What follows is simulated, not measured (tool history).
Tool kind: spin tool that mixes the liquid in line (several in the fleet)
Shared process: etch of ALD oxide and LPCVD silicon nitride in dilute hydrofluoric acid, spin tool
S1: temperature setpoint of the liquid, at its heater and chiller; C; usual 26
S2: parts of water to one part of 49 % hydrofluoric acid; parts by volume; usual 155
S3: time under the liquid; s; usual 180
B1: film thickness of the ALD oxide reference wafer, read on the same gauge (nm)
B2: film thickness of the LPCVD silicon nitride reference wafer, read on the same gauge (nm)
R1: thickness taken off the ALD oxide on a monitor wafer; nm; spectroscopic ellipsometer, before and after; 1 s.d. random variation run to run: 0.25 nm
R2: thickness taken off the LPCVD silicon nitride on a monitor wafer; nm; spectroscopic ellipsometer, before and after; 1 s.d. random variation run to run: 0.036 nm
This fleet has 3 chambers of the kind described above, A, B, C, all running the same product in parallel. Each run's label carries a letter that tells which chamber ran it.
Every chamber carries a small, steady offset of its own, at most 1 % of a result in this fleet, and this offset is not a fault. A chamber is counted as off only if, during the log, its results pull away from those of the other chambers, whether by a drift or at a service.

{"run": "1B", "day": 0.142, "S1": 26, "S2": 155, "S3": 180, "B1": 80.027, "B2": 80.006, "R1": 28.79, "R2": 0.75427}
{"run": "2C", "day": 0.279, "S1": 26, "S2": 155, "S3": 180, "B1": 80.009, "B2": 80.024, "R1": 28.736, "R2": 0.725}
{"run": "3A", "day": 0.45, "S1": 26, "S2": 155, "S3": 180, "B1": 79.998, "B2": 79.982, "R1": 29.103, "R2": 0.72372}
{"run": "4C", "day": 0.554, "S1": 26, "S2": 155, "S3": 180, "B1": 79.955, "B2": 79.999, "R1": 28.513, "R2": 0.73949}
{"run": "5B", "day": 0.742, "S1": 26, "S2": 90, "S3": 140, "B1": 79.998, "B2": 80.011, "R1": 42.327, "R2": 0.95736}
{"run": "6A", "day": 0.967, "S1": 26, "S2": 90, "S3": 140, "B1": 80.01, "B2": 80.004, "R1": 42.061, "R2": 1.0043}
{"run": "7A", "day": 1.188, "S1": 26, "S2": 90, "S3": 140, "B1": 79.984, "B2": 79.972, "R1": 41.866, "R2": 0.94395}
{"run": "8C", "day": 1.317, "S1": 26, "S2": 155, "S3": 180, "B1": 80.011, "B2": 79.996, "R1": 28.769, "R2": 0.74992}
{"run": "9B", "day": 1.421, "S1": 26, "S2": 155, "S3": 180, "B1": 80, "B2": 79.985, "R1": 28.942, "R2": 0.73703}
{"run": "10C", "day": 1.617, "S1": 26, "S2": 155, "S3": 180, "B1": 80.011, "B2": 79.991, "R1": 28.723, "R2": 0.78081}
{"run": "11A", "day": 1.75, "S1": 26, "S2": 155, "S3": 180, "B1": 80.02, "B2": 80.007, "R1": 28.206, "R2": 0.77965}
{"run": "12B", "day": 1.85, "S1": 26, "S2": 155, "S3": 180, "B1": 79.97, "B2": 80.03, "R1": 28.834, "R2": 0.79949}
{"run": "13B", "day": 2.067, "S1": 26, "S2": 155, "S3": 180, "B1": 79.988, "B2": 80.001, "R1": 28.912, "R2": 0.76455}
{"run": "14A", "day": 2.225, "S1": 30.5, "S2": 155, "S3": 180, "B1": 80.039, "B2": 79.979, "R1": 32.919, "R2": 0.99646}
{"run": "15C", "day": 2.429, "S1": 30.5, "S2": 155, "S3": 180, "B1": 80.033, "B2": 79.992, "R1": 33.943, "R2": 0.99698}
{"run": "16C", "day": 2.642, "S1": 30.5, "S2": 155, "S3": 180, "B1": 80.035, "B2": 80.019, "R1": 34.003, "R2": 0.96038}
{"run": "17A", "day": 2.838, "S1": 26, "S2": 100, "S3": 180, "B1": 80.009, "B2": 79.981, "R1": 45.677, "R2": 1.0474}
{"run": "18B", "day": 3.062, "S1": 26, "S2": 100, "S3": 180, "B1": 80.001, "B2": 79.987, "R1": 47.834, "R2": 1.1717}
{"run": "19A", "day": 3.238, "S1": 26, "S2": 100, "S3": 180, "B1": 80, "B2": 80.006, "R1": 46.117, "R2": 1.091}
{"run": "20B", "day": 3.454, "S1": 26, "S2": 155, "S3": 180, "B1": 80.026, "B2": 79.996, "R1": 28.521, "R2": 0.72429}
{"run": "21C", "day": 3.667, "S1": 29.5, "S2": 155, "S3": 275, "B1": 79.996, "B2": 80.02, "R1": 49.625, "R2": 1.403}
{"run": "22C", "day": 3.775, "S1": 29.5, "S2": 155, "S3": 275, "B1": 80.019, "B2": 80.001, "R1": 50.169, "R2": 1.5543}
{"run": "23A", "day": 3.958, "S1": 29.5, "S2": 155, "S3": 275, "B1": 79.965, "B2": 80.009, "R1": 47.085, "R2": 1.3528}
{"run": "24B", "day": 4.133, "S1": 26, "S2": 155, "S3": 180, "B1": 80.003, "B2": 80.017, "R1": 28.872, "R2": 0.67297}
{"run": "25C", "day": 4.358, "S1": 26, "S2": 155, "S3": 180, "B1": 79.998, "B2": 79.987, "R1": 28.467, "R2": 0.75602}
{"run": "26A", "day": 4.567, "S1": 26, "S2": 155, "S3": 180, "B1": 79.989, "B2": 80.015, "R1": 26.65, "R2": 0.73073}

What goes on in this fleet: one chamber off, a drifting gauge, or nothing beyond the chambers' own small offsets? Name the chamber and the cause, if any.

It is chamber A that slowly wanders off from its peers.
What lies behind it: hydrofluoric acid flow below the setpoint (%) = 5.88.

Which of the 4 candidates below, each the usual settings with something changed and its results left as question marks, puts chamber A back in line with what the other chambers give on the usual settings?
To be in line, a result may differ from the other chambers' mean on the usual settings by at most: R1 0.88 nm; R2 0.13 nm
{"run": "27A-1", "day": 4.729, "S1": 25.5, "S2": 145, "S3": 185, "R1": "?", "R2": "?"}
{"run": "27A-2", "day": 4.729, "S1": 26.5, "S2": 165, "S3": 175, "R1": "?", "R2": "?"}
{"run": "27A-3", "day": 4.729, "S1": 27, "S2": 175, "S3": 170, "R1": "?", "R2": "?"}
{"run": "27A-4", "day": 4.729, "S1": 25.5, "S2": 140, "S3": 190, "R1": "?", "R2": "?"}

The other chambers' mean on the usual settings: R1 28.703 nm; R2 0.75473 nm
run=27A-1 R1=29.078 R2=0.78645
run=27A-2 R1=24.41 R2=0.69509
run=27A-3 R1=22.464 R2=0.6561
run=27A-4 R1=31.145 R2=0.83688
The answer is 27A-1, which returns the chamber to within the allowed miss of the others.
